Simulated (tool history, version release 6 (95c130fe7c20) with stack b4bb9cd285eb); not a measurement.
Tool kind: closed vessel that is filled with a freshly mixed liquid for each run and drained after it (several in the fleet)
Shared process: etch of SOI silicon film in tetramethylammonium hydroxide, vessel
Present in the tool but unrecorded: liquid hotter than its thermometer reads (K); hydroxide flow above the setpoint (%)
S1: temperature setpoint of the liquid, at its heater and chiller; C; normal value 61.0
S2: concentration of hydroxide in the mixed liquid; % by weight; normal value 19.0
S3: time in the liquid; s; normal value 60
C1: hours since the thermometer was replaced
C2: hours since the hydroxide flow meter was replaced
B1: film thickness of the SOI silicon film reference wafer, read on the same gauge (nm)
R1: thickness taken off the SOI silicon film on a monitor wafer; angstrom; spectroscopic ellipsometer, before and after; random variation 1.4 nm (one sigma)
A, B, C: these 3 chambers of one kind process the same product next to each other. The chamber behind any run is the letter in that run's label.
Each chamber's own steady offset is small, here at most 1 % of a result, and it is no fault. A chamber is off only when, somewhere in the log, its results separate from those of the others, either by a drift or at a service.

run	hour	S1	S2	S3	C1	C2	B1	R1
1C	14.2	61.0	19.0	60	62.8	1655.3	50.021	1800.7
2B	28.5	61.0	19.0	60	326.2	618.5	49.999	1823.9
3A	41.8	61.0	19.0	60	1173.0	735.7	50.013	1826.3
4C	55.5	61.0	19.0	60	104.1	1696.6	50.019	1815.4
5B	65.9	57.0	15.5	60	363.6	655.9	49.993	1534.0
6A	78.5	57.0	15.5	60	1209.7	772.4	49.999	1513.5
7B	86.6	57.0	15.5	60	384.3	676.6	49.986	1533.7
8C	101.7	61.0	19.0	60	150.3	1742.8	49.992	1833.5
9A	109.6	67.5	23.5	60	1240.8	803.5	49.984	2341.4
10A	119.5	67.5	23.5	60	1250.7	813.4	49.980	2346.8
11B	127.0	67.5	23.5	60	424.7	717.0	50.000	2295.8
12C	140.6	61.0	19.0	60	189.2	1781.7	50.004	1783.0
13B	156.2	61.0	19.0	60	453.9	746.2	50.002	1817.3
14A	172.2	61.0	19.0	60	1303.4	866.1	50.004	1815.6
15C	180.5	61.0	19.0	60	229.1	1821.6	49.992	1803.6
16A	196.0	61.0	19.0	60	1327.2	889.9	49.978	1824.5
17C	207.8	61.0	19.0	60	256.4	1848.9	50.008	1831.8
18B	217.8	61.0	19.0	35	515.5	807.8	49.996	1096.1
19A	226.3	61.0	19.0	35	1357.5	920.2	49.962	1062.3
20C	236.4	61.0	19.0	35	285.0	1877.5	49.985	1058.2
21B	243.5	61.0	19.0	60	541.2	833.5	49.997	1914.1
22A	255.6	61.0	19.0	60	1386.8	949.5	49.967	1826.5
23C	271.9	61.0	19.0	60	320.5	1913.0	49.979	1798.7
24B	284.0	61.0	19.0	60	581.7	874.0	50.013	1945.3
25B	293.7	61.0	19.0	60	591.4	883.7	50.025	1967.6
26A	308.8	61.0	19.0	60	1440.0	1002.7	50.013	1836.6
27C	322.6	61.0	19.0	60	371.2	1963.7	50.039	1807.5
28C	335.5	61.0	19.0	60	384.1	1976.6	49.975	1825.4
29A	344.7	61.0	19.0	60	1475.9	1038.6	49.986	1832.5
30B	360.2	61.0	19.0	60	657.9	950.2	50.001	2002.9

All chambers now run identical settings, listed one chamber a line with results as question marks. What results will each chamber show?
31A	372.0	57.5	19.0	60				?
31B	372.0	57.5	19.0	60				?
31C	372.0	57.5	19.0	60				?

run	R1
31A	1478.7
31B	1642.4
31C	1477.4
